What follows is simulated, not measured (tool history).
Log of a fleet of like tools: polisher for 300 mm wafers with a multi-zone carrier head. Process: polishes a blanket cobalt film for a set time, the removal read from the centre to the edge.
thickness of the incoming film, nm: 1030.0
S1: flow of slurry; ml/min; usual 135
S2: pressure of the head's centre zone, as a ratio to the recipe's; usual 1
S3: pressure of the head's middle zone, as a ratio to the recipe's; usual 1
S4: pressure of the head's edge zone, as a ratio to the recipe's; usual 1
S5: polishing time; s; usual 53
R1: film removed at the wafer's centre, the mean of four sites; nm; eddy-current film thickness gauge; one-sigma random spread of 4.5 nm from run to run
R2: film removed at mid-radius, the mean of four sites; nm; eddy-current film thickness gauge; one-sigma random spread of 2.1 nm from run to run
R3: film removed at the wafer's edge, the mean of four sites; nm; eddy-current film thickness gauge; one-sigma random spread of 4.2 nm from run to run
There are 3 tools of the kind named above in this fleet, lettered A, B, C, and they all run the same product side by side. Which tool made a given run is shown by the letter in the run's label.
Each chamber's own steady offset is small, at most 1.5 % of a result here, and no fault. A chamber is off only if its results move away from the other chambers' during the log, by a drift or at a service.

run,hour,S1,S2,S3,S4,S5,R1,R2,R3
1C,4.3,135,1,1,1,53,321.06,311.87,310.67
2A,7.8,135,1,1,1,53,299.4,303.67,308.6
# hour 8.3: chamber A: worn pad replaced by a new one
3B,10.3,135,1,1,1,53,311.24,310.93,315.15
4C,14.3,135,1,1,1,53,320.49,305.12,309.22
5A,16.9,135,1,1,1,53,300.35,304.23,305.97
6B,20.1,135,1,1,1,53,311.47,305.33,314.74
# hour 22: chamber B: worn pad replaced by a new one
7C,22.4,135,1,1,1,53,311.77,303.61,309.73
8A,25.3,135,1,1,1,53,300.27,304.74,310.89
9B,28.8,135,1,1,1,53,313.76,309.65,316.89
10B,33.1,135,1,1,1,53,306.52,312.37,314.11
11A,36.7,135,1,1,1,53,306.93,304.95,312.33
12C,40.4,135,1,1,1,53,307.18,298.59,302.6
# hour 43.5: chamber C: worn pad replaced by a new one
13A,44.2,100,1,1,1,53,278.83,283.68,293.44
14C,49.1,100,1,1,1,53,274.18,272.37,276.85
# hour 50.7: chamber B: edge zone pressure recalibrated
15B,54.5,100,1,1,1,53,289.43,284.17,298.22
16B,58.5,135,1,1,1,53,310.82,311.21,318.65
17C,63.3,135,1,1,1,53,285.47,290.13,297.57
# hour 65.4: chamber A: worn pad replaced by a new one
18A,66.2,135,1,1,1,53,304.94,306.89,308.13
19B,69.4,135,1,1,1,53,303.65,305.96,308.96
20A,74.7,135,1,1,1,53,300.52,302.64,309.91
# hour 75.6: chamber A: edge zone pressure recalibrated
21C,78.3,135,1,1,1,53,281.7,281.36,290.52
22A,82.1,135,1,1,1,53,302.13,305.98,308.56
# hour 83.5: chamber B: worn pad replaced by a new one
23B,86.4,135,1,1,1,53,306.8,307.69,322.76

Which is it: a chamber that has drifted or been left off by a service, a gauge drift common to all chambers, or only each chamber's usual small offset? If a chamber is off, name it and its likeliest cause.

Chamber C drifts away from the others.
Most likely cause: slurry flow missing at the pad, % = 38.3.

Here are 4 candidates for chamber C's next run, each the usual settings with a change, their results left as question marks. Which one brings its results back in line with what the others give on the usual settings?
Maximum distance from the other chambers' mean on the usual settings for a result to count as in line: R1 16 nm; R2 7.2 nm; R3 15 nm
24C-1,90.2,130,0.98,0.98,1.01,48,?,?,?
24C-2,90.2,140,1.01,1.01,0.99,56,?,?,?
24C-3,90.2,130,0.99,0.99,1.01,51,?,?,?
24C-4,90.2,140,1.02,1.02,0.99,58,?,?,?

What the other chambers average on the usual settings: R1 307.24 nm; R2 306.98 nm; R3 309.36 nm
run,R1,R2,R3
24C-1,236.71,237.55,255.54
24C-2,293.87,292,299.71
24C-3,254.34,254.74,271.47
24C-4,307.69,305.17,310.36
24C-4 brings the chamber back in line.
